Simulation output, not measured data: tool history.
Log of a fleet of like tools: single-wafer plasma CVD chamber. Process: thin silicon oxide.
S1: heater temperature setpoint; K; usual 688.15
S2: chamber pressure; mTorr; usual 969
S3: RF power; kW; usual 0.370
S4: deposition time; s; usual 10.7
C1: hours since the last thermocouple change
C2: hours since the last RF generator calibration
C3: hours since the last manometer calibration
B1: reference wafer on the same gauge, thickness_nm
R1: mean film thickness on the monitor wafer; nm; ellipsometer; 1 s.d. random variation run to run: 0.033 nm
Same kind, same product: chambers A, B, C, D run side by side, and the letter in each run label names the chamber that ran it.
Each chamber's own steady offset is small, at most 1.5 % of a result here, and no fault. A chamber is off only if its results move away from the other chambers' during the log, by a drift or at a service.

| run | hour | S1 | S2 | S3 | S4 | C1 | C2 | C3 | B1 | R1 |
|---|---|---|---|---|---|---|---|---|---|---|
| 1A | 3.2 | 688.15 | 969 | 0.370 | 10.7 | 1292.4 | 435.7 | 1536.6 | 25.192 | 25.119 |
| 2B | 7.5 | 688.15 | 969 | 0.370 | 10.7 | 333.0 | 350.2 | 1315.5 | 25.189 | 25.027 |
| 3D | 10.3 | 688.15 | 969 | 0.370 | 10.7 | 1257.7 | 433.2 | 138.9 | 25.190 | 25.207 |
| 4C | 12.9 | 688.15 | 969 | 0.370 | 10.7 | 452.7 | 821.6 | 543.8 | 25.178 | 24.869 |
| 5B | 16.0 | 688.15 | 969 | 0.370 | 10.7 | 341.5 | 358.7 | 1324.0 | 25.179 | 25.024 |
| 6C | 19.4 | 688.15 | 969 | 0.370 | 10.7 | 459.2 | 828.1 | 550.3 | 25.170 | 24.745 |
| 7A | 22.0 | 688.15 | 969 | 0.370 | 10.7 | 1311.2 | 454.5 | 1555.4 | 25.167 | 25.061 |
| 8D | 24.1 | 688.15 | 969 | 0.370 | 10.7 | 1271.5 | 447.0 | 152.7 | 25.159 | 25.150 |
| 9C | 27.9 | 688.15 | 969 | 0.370 | 10.7 | 467.7 | 836.6 | 558.8 | 25.149 | 24.734 |
| 10D | 30.9 | 688.15 | 969 | 0.370 | 10.7 | 1278.3 | 453.8 | 159.5 | 25.156 | 25.107 |
| 11B | 33.0 | 688.15 | 969 | 0.370 | 10.7 | 358.5 | 375.7 | 1341.0 | 25.146 | 24.964 |
| 12A | 36.2 | 688.15 | 969 | 0.370 | 10.7 | 1325.4 | 468.7 | 1569.6 | 25.152 | 25.050 |
| 13A | 38.8 | 688.15 | 969 | 0.370 | 10.7 | 1328.0 | 471.3 | 1572.2 | 25.135 | 25.092 |
| 14B | 41.9 | 688.15 | 969 | 0.370 | 10.7 | 367.4 | 384.6 | 1349.9 | 25.134 | 24.990 |
| 15D | 46.3 | 688.15 | 969 | 0.370 | 10.7 | 1293.7 | 469.2 | 174.9 | 25.131 | 25.114 |
| 16C | 49.1 | 688.15 | 969 | 0.370 | 10.7 | 488.9 | 857.8 | 580.0 | 25.118 | 24.742 |
| 17B | 52.0 | 688.15 | 969 | 0.370 | 10.7 | 377.5 | 394.7 | 1360.0 | 25.125 | 25.015 |
| 18A | 56.3 | 688.15 | 969 | 0.370 | 10.7 | 1345.5 | 488.8 | 1589.7 | 25.111 | 25.068 |
| 19D | 59.4 | 688.15 | 969 | 0.370 | 10.7 | 1306.8 | 482.3 | 188.0 | 25.108 | 25.004 |
| 20C | 61.9 | 688.15 | 969 | 0.370 | 10.7 | 501.7 | 870.6 | 592.8 | 25.095 | 24.705 |
| 21B | 66.1 | 695.15 | 969 | 0.370 | 10.7 | 391.6 | 408.8 | 1374.1 | 25.095 | 24.859 |
| 22D | 68.1 | 695.15 | 969 | 0.370 | 10.7 | 1315.5 | 491.0 | 196.7 | 25.090 | 24.974 |
|  | 70.6 | chamber D: thermocouple changed; heater temperature recalibrated |
| 23C | 72.6 | 695.15 | 969 | 0.370 | 10.7 | 512.4 | 881.3 | 603.5 | 25.085 | 24.591 |
| 24A | 75.9 | 695.15 | 969 | 0.370 | 10.7 | 1365.1 | 508.4 | 1609.3 | 25.073 | 24.848 |
| 25B | 78.7 | 688.15 | 969 | 0.370 | 10.7 | 404.2 | 421.4 | 1386.7 | 25.083 | 24.895 |
| 26A | 81.1 | 688.15 | 890 | 0.370 | 10.7 | 1370.3 | 513.6 | 1614.5 | 25.076 | 23.265 |
| 27D | 84.3 | 688.15 | 890 | 0.370 | 10.7 | 13.8 | 507.2 | 212.9 | 25.062 | 23.349 |

Read the log: is a single chamber off, either drifting away or since a service, is the gauge that measures every chamber drifting, or is nothing wrong beyond small per-chamber offsets? Name any odd chamber and what most likely caused it.

The gauge drifts, so all chambers seem to drift together. No chamber is off.
Most likely cause: gauge reads low (%) = 0.544.
